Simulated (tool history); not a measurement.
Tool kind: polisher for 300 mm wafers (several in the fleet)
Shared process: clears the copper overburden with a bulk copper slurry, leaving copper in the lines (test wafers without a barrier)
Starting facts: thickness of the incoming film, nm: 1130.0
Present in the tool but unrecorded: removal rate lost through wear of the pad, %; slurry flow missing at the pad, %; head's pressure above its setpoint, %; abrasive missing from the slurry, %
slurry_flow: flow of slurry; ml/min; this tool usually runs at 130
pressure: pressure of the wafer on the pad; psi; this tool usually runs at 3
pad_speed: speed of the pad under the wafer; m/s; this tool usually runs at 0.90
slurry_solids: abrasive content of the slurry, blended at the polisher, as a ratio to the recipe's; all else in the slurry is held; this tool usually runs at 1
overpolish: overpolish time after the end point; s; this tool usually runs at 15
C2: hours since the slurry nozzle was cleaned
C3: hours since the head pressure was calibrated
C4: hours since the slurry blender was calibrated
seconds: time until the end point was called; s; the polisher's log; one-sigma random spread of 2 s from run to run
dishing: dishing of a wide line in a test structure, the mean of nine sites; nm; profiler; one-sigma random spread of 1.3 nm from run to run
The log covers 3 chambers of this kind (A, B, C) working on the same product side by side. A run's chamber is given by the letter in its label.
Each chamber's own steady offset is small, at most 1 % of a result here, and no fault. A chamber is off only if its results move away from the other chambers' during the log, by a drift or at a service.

-- hour=0.1 chamber C: head pressure recalibrated
run 1C hour=4.1 | slurry_flow=130 pressure=3 pad_speed=0.90 slurry_solids=1 overpolish=15 | wafers_polished_on_this_pad=460 C2=400.9 C3=4.0 C4=194.8 | seconds=143.77 dishing=69.475
run 2B hour=8.3 | slurry_flow=130 pressure=3 pad_speed=0.90 slurry_solids=1 overpolish=15 | wafers_polished_on_this_pad=1209 C2=352.8 C3=111.5 C4=117.9 | seconds=142.52 dishing=65.797
run 3A hour=10.2 | slurry_flow=130 pressure=3 pad_speed=0.90 slurry_solids=1 overpolish=15 | wafers_polished_on_this_pad=980 C2=37.0 C3=798.4 C4=155.0 | seconds=146.64 dishing=68.908
run 4C hour=12.5 | slurry_flow=130 pressure=3 pad_speed=0.90 slurry_solids=1 overpolish=15 | wafers_polished_on_this_pad=510 C2=409.3 C3=12.4 C4=203.2 | seconds=145.37 dishing=65.967
run 5A hour=14.7 | slurry_flow=130 pressure=3 pad_speed=0.90 slurry_solids=1 overpolish=15 | wafers_polished_on_this_pad=1007 C2=41.5 C3=802.9 C4=159.5 | seconds=141.25 dishing=70.573
-- hour=16.7 chamber A: slurry blender recalibrated
run 6B hour=17.0 | slurry_flow=130 pressure=3 pad_speed=0.90 slurry_solids=1 overpolish=15 | wafers_polished_on_this_pad=1260 C2=361.5 C3=120.2 C4=126.6 | seconds=145.42 dishing=68.674
run 7C hour=20.1 | slurry_flow=130 pressure=3 pad_speed=0.90 slurry_solids=1 overpolish=15 | wafers_polished_on_this_pad=555 C2=416.9 C3=20.0 C4=210.8 | seconds=145.34 dishing=67.123
run 8B hour=22.6 | slurry_flow=130 pressure=3 pad_speed=0.90 slurry_solids=1 overpolish=15 | wafers_polished_on_this_pad=1294 C2=367.1 C3=125.8 C4=132.2 | seconds=145.22 dishing=70.135
run 9A hour=25.4 | slurry_flow=130 pressure=3 pad_speed=0.90 slurry_solids=1 overpolish=15 | wafers_polished_on_this_pad=1071 C2=52.2 C3=813.6 C4=8.8 | seconds=142.69 dishing=68.420
-- hour=26.9 chamber C: slurry blender recalibrated
run 10C hour=27.4 | slurry_flow=130 pressure=3 pad_speed=0.90 slurry_solids=1 overpolish=15 | wafers_polished_on_this_pad=599 C2=424.2 C3=27.3 C4=0.6 | seconds=147.45 dishing=71.872
run 11B hour=30.3 | slurry_flow=130 pressure=3 pad_speed=0.90 slurry_solids=1 overpolish=15 | wafers_polished_on_this_pad=1339 C2=374.8 C3=133.5 C4=139.9 | seconds=143.92 dishing=67.916
run 12A hour=32.2 | slurry_flow=130 pressure=3 pad_speed=0.90 slurry_solids=1 overpolish=15 | wafers_polished_on_this_pad=1111 C2=59.0 C3=820.4 C4=15.6 | seconds=147.58 dishing=69.234
run 13B hour=36.1 | slurry_flow=130 pressure=3 pad_speed=0.90 slurry_solids=1 overpolish=15 | wafers_polished_on_this_pad=1374 C2=380.6 C3=139.3 C4=145.7 | seconds=142.74 dishing=67.169
run 14A hour=40.1 | slurry_flow=130 pressure=3 pad_speed=0.62 slurry_solids=1 overpolish=19 | wafers_polished_on_this_pad=1158 C2=66.9 C3=828.3 C4=23.5 | seconds=212.31 dishing=60.445
-- hour=41.7 chamber A: worn pad replaced by a new one
run 15C hour=43.0 | slurry_flow=130 pressure=3 pad_speed=0.62 slurry_solids=1 overpolish=19 | wafers_polished_on_this_pad=691 C2=439.8 C3=42.9 C4=16.2 | seconds=205.70 dishing=63.502
-- hour=45.7 chamber B: worn pad replaced by a new one
run 16A hour=45.8 | slurry_flow=130 pressure=3 pad_speed=0.62 slurry_solids=1 overpolish=19 | wafers_polished_on_this_pad=24 C2=72.6 C3=834.0 C4=29.2 | seconds=207.96 dishing=62.113
run 17C hour=47.7 | slurry_flow=130 pressure=3 pad_speed=0.90 slurry_solids=1 overpolish=15 | wafers_polished_on_this_pad=719 C2=444.5 C3=47.6 C4=20.9 | seconds=144.18 dishing=70.584
-- hour=48.4 chamber B: slurry blender recalibrated
-- hour=49.2 chamber B: slurry nozzle cleaned
run 18B hour=49.8 | slurry_flow=130 pressure=3 pad_speed=0.90 slurry_solids=1 overpolish=15 | wafers_polished_on_this_pad=24 C2=0.7 C3=153.0 C4=1.4 | seconds=145.16 dishing=70.733
run 19C hour=53.5 | slurry_flow=130 pressure=3 pad_speed=0.90 slurry_solids=1 overpolish=15 | wafers_polished_on_this_pad=754 C2=450.3 C3=53.4 C4=26.7 | seconds=145.09 dishing=69.144
run 20A hour=55.6 | slurry_flow=130 pressure=3 pad_speed=0.90 slurry_solids=1 overpolish=15 | wafers_polished_on_this_pad=82 C2=82.4 C3=843.8 C4=39.0 | seconds=143.88 dishing=70.863
run 21B hour=58.5 | slurry_flow=130 pressure=3 pad_speed=0.90 slurry_solids=1 overpolish=15 | wafers_polished_on_this_pad=76 C2=9.4 C3=161.7 C4=10.1 | seconds=143.29 dishing=70.820
run 22B hour=62.3 | slurry_flow=130 pressure=3 pad_speed=0.90 slurry_solids=1 overpolish=15 | wafers_polished_on_this_pad=98 C2=13.2 C3=165.5 C4=13.9 | seconds=145.75 dishing=67.581
run 23C hour=65.7 | slurry_flow=130 pressure=3 pad_speed=0.90 slurry_solids=1 overpolish=15 | wafers_polished_on_this_pad=826 C2=462.5 C3=65.6 C4=38.9 | seconds=142.07 dishing=68.910
run 24A hour=68.2 | slurry_flow=130 pressure=3 pad_speed=0.90 slurry_solids=1 overpolish=15 | wafers_polished_on_this_pad=157 C2=95.0 C3=856.4 C4=51.6 | seconds=142.59 dishing=68.817
run 25A hour=71.8 | slurry_flow=130 pressure=3 pad_speed=0.90 slurry_solids=1 overpolish=15 | wafers_polished_on_this_pad=178 C2=98.6 C3=860.0 C4=55.2 | seconds=146.25 dishing=68.608
run 26C hour=75.7 | slurry_flow=130 pressure=3 pad_speed=0.90 slurry_solids=1 overpolish=15 | wafers_polished_on_this_pad=886 C2=472.5 C3=75.6 C4=48.9 | seconds=147.92 dishing=68.982

Next, every chamber runs the same settings. What will each give?
run 27A hour=78.7 | slurry_flow=130 pressure=3 pad_speed=0.90 slurry_solids=1 overpolish=15 | seconds=? dishing=?
run 27B hour=78.7 | slurry_flow=130 pressure=3 pad_speed=0.90 slurry_solids=1 overpolish=15 | seconds=? dishing=?
run 27C hour=78.7 | slurry_flow=130 pressure=3 pad_speed=0.90 slurry_solids=1 overpolish=15 | seconds=? dishing=?

run=27A seconds=144.29 dishing=68.888
run=27B seconds=143.59 dishing=66.630
run=27C seconds=146.22 dishing=65.270
